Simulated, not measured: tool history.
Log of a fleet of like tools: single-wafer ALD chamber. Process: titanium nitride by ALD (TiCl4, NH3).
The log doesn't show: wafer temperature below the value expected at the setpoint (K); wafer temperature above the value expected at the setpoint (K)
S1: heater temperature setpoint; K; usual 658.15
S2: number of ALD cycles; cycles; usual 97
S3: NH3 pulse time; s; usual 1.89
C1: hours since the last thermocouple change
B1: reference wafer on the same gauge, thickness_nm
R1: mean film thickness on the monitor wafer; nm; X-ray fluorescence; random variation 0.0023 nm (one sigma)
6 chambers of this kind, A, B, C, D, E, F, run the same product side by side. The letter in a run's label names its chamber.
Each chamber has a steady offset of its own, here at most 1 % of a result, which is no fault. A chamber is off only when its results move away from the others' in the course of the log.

run	day	S1	S2	S3	C1	B1	R1
1C	0.317	658.15	97	1.89	1164	2.3698	2.1008
2D	0.767	658.15	97	1.89	457.9	2.3707	2.095
3E	1.175	658.15	97	1.89	925.3	2.371	2.0868
4A	1.675	658.15	97	1.89	1295.5	2.3711	2.1104
5F	1.921	658.15	97	1.89	668.9	2.3712	2.1152
6B	2.317	658.15	97	1.89	686.4	2.3715	2.1133
7C	2.717	658.15	97	1.89	1221.6	2.3725	2.1047
8D	3.262	658.15	97	1.89	517.8	2.3714	2.0966
9F	3.654	658.15	97	1.89	710.5	2.3723	2.1191
10E	4.204	658.15	97	1.89	998	2.3728	2.0839
11B	4.6	658.15	97	1.89	741.2	2.3724	2.1133
12A	4.946	658.15	97	1.89	1374	2.3731	2.1133
13E	5.4	658.15	97	1.89	1026.7	2.3731	2.0907
14A	5.658	666.15	97	1.6	1391.1	2.3739	2.1104
15D	6.1	666.15	97	1.6	585.9	2.374	2.0953
16B	6.346	666.15	97	1.6	783.1	2.3742	2.1152
17C	6.662	666.15	97	1.6	1316.3	2.3735	2.1051
18F	7.046	666.15	97	1.6	791.9	2.3735	2.1138
19B	7.383	666.15	97	1.6	808	2.3743	2.1144
20E	7.767	658.15	97	1.89	1083.5	2.374	2.0905
21C	8.258	658.15	97	1.89	1354.6	2.3752	2.1069
22A	8.625	658.15	97	1.89	1462.3	2.3751	2.1105
23D	9.033	658.15	97	1.89	656.3	2.376	2.0978
24F	9.408	658.15	97	1.89	848.6	2.3763	2.1205
25E	9.662	658.15	97	1.89	1129	2.3761	2.0928
26F	10.121	653.15	110	1.89	865.7	2.3766	2.3907
27A	10.612	653.15	110	1.89	1510	2.3774	2.3863
28C	10.892	653.15	110	1.89	1417.8	2.3768	2.3773
29D	11.271	653.15	110	1.89	710	2.3775	2.3722
30B	11.762	653.15	110	1.89	913.1	2.3777	2.3874
31D	12.208	653.15	110	1.89	732.5	2.3775	2.3694
32F	12.554	658.15	97	1.89	924.1	2.3776	2.1206
33C	13.079	658.15	97	1.89	1470.3	2.3789	2.1103
34A	13.554	658.15	97	1.89	1580.6	2.3786	2.1188
35B	13.825	658.15	97	1.89	962.6	2.3792	2.1196
36E	14.117	658.15	97	1.89	1235.9	2.3789	2.0907
37C	14.575	658.15	97	1.89	1506.2	2.3787	2.1086
38E	15.046	658.15	97	1.89	1258.2	2.3803	2.0977
39F	15.5	658.15	97	1.89	994.8	2.3796	2.122
40A	16.067	658.15	97	1.89	1640.9	2.3797	2.1188
41B	16.446	658.15	97	1.89	1025.5	2.3801	2.12

All 6 chambers run these settings next. Forecast each chamber's results:
42A	16.85	658.15	81	1.89			?
42B	16.85	658.15	81	1.89			?
42C	16.85	658.15	81	1.89			?
42D	16.85	658.15	81	1.89			?
42E	16.85	658.15	81	1.89			?
42F	16.85	658.15	81	1.89			?

run	R1
42A	1.767
42B	1.7702
42C	1.7614
42D	1.7541
42E	1.7522
42F	1.7726

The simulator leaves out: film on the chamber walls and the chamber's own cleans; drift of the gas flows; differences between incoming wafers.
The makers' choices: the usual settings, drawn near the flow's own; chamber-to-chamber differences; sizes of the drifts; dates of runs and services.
